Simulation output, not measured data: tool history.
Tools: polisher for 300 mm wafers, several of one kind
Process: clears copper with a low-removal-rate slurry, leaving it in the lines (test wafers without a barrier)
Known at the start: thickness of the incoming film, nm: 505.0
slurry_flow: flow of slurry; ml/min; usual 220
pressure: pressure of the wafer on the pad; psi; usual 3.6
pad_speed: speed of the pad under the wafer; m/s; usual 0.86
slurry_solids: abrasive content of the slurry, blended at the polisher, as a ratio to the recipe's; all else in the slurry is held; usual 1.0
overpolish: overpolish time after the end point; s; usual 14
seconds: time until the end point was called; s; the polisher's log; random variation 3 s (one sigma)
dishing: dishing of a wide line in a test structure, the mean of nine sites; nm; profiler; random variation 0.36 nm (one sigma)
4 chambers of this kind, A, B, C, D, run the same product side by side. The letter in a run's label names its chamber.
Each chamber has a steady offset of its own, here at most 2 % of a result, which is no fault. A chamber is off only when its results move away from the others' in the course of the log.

run	hour	slurry_flow	pressure	pad_speed	slurry_solids	overpolish	seconds	dishing
1A	4.9	220	3.6	0.86	1.0	14	162.09	29.943
2C	11.0	220	3.6	0.86	1.0	14	164.83	30.035
3B	18.6	220	3.6	0.86	1.0	14	164.97	29.893
4D	26.1	220	3.6	0.86	1.0	14	169.33	29.803
5C	35.0	220	3.6	0.86	1.0	14	169.47	29.482
# hour 36.8: chamber C: worn pad replaced by a new one
# hour 40.0: chamber B: worn pad replaced by a new one
6A	41.5	220	3.6	0.86	1.0	14	165.32	29.722
# hour 46.2: chamber A: worn pad replaced by a new one
7D	46.4	220	3.6	0.86	1.0	14	171.34	30.069
8B	55.7	220	3.6	0.86	1.0	14	172.20	30.568
9B	59.8	220	3.6	0.86	1.0	14	165.30	29.570
# hour 59.9: chamber C: slurry blender recalibrated
# hour 66.5: chamber D: worn pad replaced by a new one
10C	69.0	220	3.6	0.86	1.0	14	167.04	30.112
# hour 69.1: chamber A: slurry blender recalibrated
11D	77.4	270	3.0	0.86	1.0	14	198.98	25.916
12A	82.3	270	3.0	0.86	1.0	14	196.71	25.955
13C	88.0	270	3.0	0.86	1.0	14	198.36	25.902
14A	94.3	270	3.0	0.86	1.0	14	189.93	25.941
# hour 95.3: chamber B: slurry blender recalibrated
15D	101.4	220	3.6	0.86	1.0	14	167.13	29.754
# hour 105.8: chamber B: worn pad replaced by a new one
16B	107.8	220	3.6	0.86	1.0	14	166.84	30.508
# hour 110.3: chamber D: slurry nozzle cleaned
# hour 113.7: chamber C: worn pad replaced by a new one
17A	113.7	220	3.6	0.86	1.0	14	168.23	30.404
18D	119.0	220	3.6	0.86	1.0	14	167.07	29.538
19C	127.0	220	3.6	0.86	1.0	14	165.47	30.246
20B	133.6	220	3.6	0.86	1.0	14	169.09	30.201
21D	139.7	220	3.6	0.86	1.0	14	168.25	30.548
22A	144.8	220	3.6	1.00	1.0	20	142.21	46.151
23C	152.6	220	3.6	1.00	1.0	20	144.38	45.848
24B	157.4	220	3.6	1.00	1.0	20	142.79	46.783
25D	166.7	220	3.6	1.00	1.0	20	151.54	46.423
26B	174.6	220	3.6	0.86	1.0	14	161.84	30.743
# hour 177.3: chamber A: worn pad replaced by a new one
# hour 179.9: chamber C: worn pad replaced by a new one
# hour 181.9: chamber B: worn pad replaced by a new one
27C	182.7	220	3.6	0.86	1.0	14	167.65	30.292
28A	188.9	220	3.6	0.86	1.0	14	166.66	30.600
29C	195.3	220	3.6	0.86	1.0	14	170.95	30.216
# hour 200.1: chamber D: worn pad replaced by a new one
30A	200.4	220	3.6	0.74	0.8	14	204.17	25.432
# hour 203.6: chamber B: head pressure recalibrated
31B	206.9	220	3.6	0.74	0.8	14	199.15	25.279
# hour 209.1: chamber D: slurry blender recalibrated
32D	213.5	220	3.6	0.74	0.8	14	201.81	25.074
# hour 217.5: chamber A: slurry blender recalibrated
33D	220.4	220	3.6	0.74	0.8	14	203.31	25.236
34A	226.0	220	3.6	0.86	1.0	14	164.61	30.642
# hour 229.1: chamber B: slurry blender recalibrated
35B	233.3	220	3.6	0.86	1.0	14	164.68	31.106
36C	241.2	220	3.6	0.86	1.0	14	166.57	30.777
37C	245.8	220	3.6	0.86	1.0	14	174.59	30.117
# hour 249.1: chamber B: worn pad replaced by a new one
38B	252.0	165	4.0	0.86	1.0	14	156.30	31.939
39A	259.1	165	4.0	0.86	1.0	14	155.64	31.782

What goes on in this fleet: one chamber off, a drifting gauge, or nothing beyond the chambers' own small offsets? Name the chamber and the cause, if any.

No chamber stands off beyond its own small offset, and the gauge holds steady.
